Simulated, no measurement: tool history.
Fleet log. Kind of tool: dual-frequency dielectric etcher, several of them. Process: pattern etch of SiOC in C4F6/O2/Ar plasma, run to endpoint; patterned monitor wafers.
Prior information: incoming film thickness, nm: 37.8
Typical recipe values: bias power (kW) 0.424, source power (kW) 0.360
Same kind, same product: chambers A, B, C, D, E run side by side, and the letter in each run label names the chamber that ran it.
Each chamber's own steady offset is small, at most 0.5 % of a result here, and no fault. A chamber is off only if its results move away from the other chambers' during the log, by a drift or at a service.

{"run": "1D", "hour": 6.3, "bias power (kW)": 0.424, "source power (kW)": 0.36, "endpoint time (s)": 14.056}
{"run": "2E", "hour": 10.9, "bias power (kW)": 0.424, "source power (kW)": 0.36, "endpoint time (s)": 13.995}
{"run": "3B", "hour": 15.7, "bias power (kW)": 0.424, "source power (kW)": 0.36, "endpoint time (s)": 14.296}
{"run": "4A", "hour": 19.0, "bias power (kW)": 0.424, "source power (kW)": 0.36, "endpoint time (s)": 14.138}
{"run": "5C", "hour": 25.3, "bias power (kW)": 0.424, "source power (kW)": 0.44, "endpoint time (s)": 13.055}
{"run": "6D", "hour": 28.1, "bias power (kW)": 0.424, "source power (kW)": 0.44, "endpoint time (s)": 13.088}
{"run": "7E", "hour": 33.7, "bias power (kW)": 0.424, "source power (kW)": 0.44, "endpoint time (s)": 13.169}
{"run": "8B", "hour": 37.3, "bias power (kW)": 0.424, "source power (kW)": 0.44, "endpoint time (s)": 13.064}
{"run": "9C", "hour": 41.1, "bias power (kW)": 0.424, "source power (kW)": 0.44, "endpoint time (s)": 13.133}
{"hour": 44.3, "done": "chamber A: wet clean of the chamber"}
{"run": "10A", "hour": 47.1, "bias power (kW)": 0.424, "source power (kW)": 0.36, "endpoint time (s)": 14.079}
{"run": "11D", "hour": 53.3, "bias power (kW)": 0.424, "source power (kW)": 0.36, "endpoint time (s)": 13.785}
{"run": "12A", "hour": 57.9, "bias power (kW)": 0.424, "source power (kW)": 0.36, "endpoint time (s)": 14.07}
{"run": "13B", "hour": 63.1, "bias power (kW)": 0.424, "source power (kW)": 0.36, "endpoint time (s)": 14.141}
{"run": "14E", "hour": 66.8, "bias power (kW)": 0.424, "source power (kW)": 0.36, "endpoint time (s)": 14.203}
{"run": "15C", "hour": 71.5, "bias power (kW)": 0.424, "source power (kW)": 0.36, "endpoint time (s)": 14.259}
{"run": "16A", "hour": 76.7, "bias power (kW)": 0.424, "source power (kW)": 0.36, "endpoint time (s)": 14.004}
{"run": "17E", "hour": 79.6, "bias power (kW)": 0.424, "source power (kW)": 0.36, "endpoint time (s)": 14.021}
{"run": "18D", "hour": 84.7, "bias power (kW)": 0.424, "source power (kW)": 0.36, "endpoint time (s)": 13.897}
{"run": "19C", "hour": 87.7, "bias power (kW)": 0.344, "source power (kW)": 0.39, "endpoint time (s)": 14.715}
{"hour": 91.3, "done": "chamber C: wet clean of the chamber"}
{"run": "20B", "hour": 93.3, "bias power (kW)": 0.344, "source power (kW)": 0.39, "endpoint time (s)": 14.667}
{"run": "21B", "hour": 96.3, "bias power (kW)": 0.344, "source power (kW)": 0.39, "endpoint time (s)": 14.84}
{"run": "22A", "hour": 100.3, "bias power (kW)": 0.344, "source power (kW)": 0.39, "endpoint time (s)": 14.835}
{"run": "23D", "hour": 103.3, "bias power (kW)": 0.344, "source power (kW)": 0.39, "endpoint time (s)": 14.432}
{"run": "24E", "hour": 109.0, "bias power (kW)": 0.424, "source power (kW)": 0.36, "endpoint time (s)": 13.943}
{"run": "25C", "hour": 113.8, "bias power (kW)": 0.424, "source power (kW)": 0.36, "endpoint time (s)": 14.104}
{"run": "26E", "hour": 116.8, "bias power (kW)": 0.338, "source power (kW)": 0.36, "endpoint time (s)": 15.264}
{"run": "27C", "hour": 123.1, "bias power (kW)": 0.338, "source power (kW)": 0.36, "endpoint time (s)": 15.264}
{"run": "28B", "hour": 125.9, "bias power (kW)": 0.338, "source power (kW)": 0.36, "endpoint time (s)": 15.537}
{"run": "29A", "hour": 130.9, "bias power (kW)": 0.338, "source power (kW)": 0.36, "endpoint time (s)": 15.299}
{"run": "30D", "hour": 135.8, "bias power (kW)": 0.338, "source power (kW)": 0.36, "endpoint time (s)": 15.197}
{"run": "31B", "hour": 139.9, "bias power (kW)": 0.424, "source power (kW)": 0.36, "endpoint time (s)": 14.3}
{"run": "32C", "hour": 146.1, "bias power (kW)": 0.424, "source power (kW)": 0.36, "endpoint time (s)": 14.087}
{"hour": 146.7, "done": "chamber D: wet clean of the chamber"}
{"run": "33A", "hour": 150.8, "bias power (kW)": 0.385, "source power (kW)": 0.42, "endpoint time (s)": 13.696}
{"run": "34D", "hour": 154.7, "bias power (kW)": 0.385, "source power (kW)": 0.42, "endpoint time (s)": 13.7}
{"run": "35E", "hour": 159.4, "bias power (kW)": 0.385, "source power (kW)": 0.42, "endpoint time (s)": 13.923}
{"run": "36E", "hour": 163.6, "bias power (kW)": 0.385, "source power (kW)": 0.42, "endpoint time (s)": 13.604}
{"run": "37B", "hour": 166.8, "bias power (kW)": 0.385, "source power (kW)": 0.42, "endpoint time (s)": 13.949}
{"run": "38D", "hour": 170.8, "bias power (kW)": 0.424, "source power (kW)": 0.44, "endpoint time (s)": 12.925}
{"run": "39C", "hour": 175.7, "bias power (kW)": 0.424, "source power (kW)": 0.44, "endpoint time (s)": 13.022}

Read the log: is a single chamber off, either drifting away or since a service, is the gauge that measures every chamber drifting, or is nothing wrong beyond small per-chamber offsets? Name any odd chamber and what most likely caused it.

Nothing is wrong: each chamber keeps only its own small, steady offset and the gauge holds still.

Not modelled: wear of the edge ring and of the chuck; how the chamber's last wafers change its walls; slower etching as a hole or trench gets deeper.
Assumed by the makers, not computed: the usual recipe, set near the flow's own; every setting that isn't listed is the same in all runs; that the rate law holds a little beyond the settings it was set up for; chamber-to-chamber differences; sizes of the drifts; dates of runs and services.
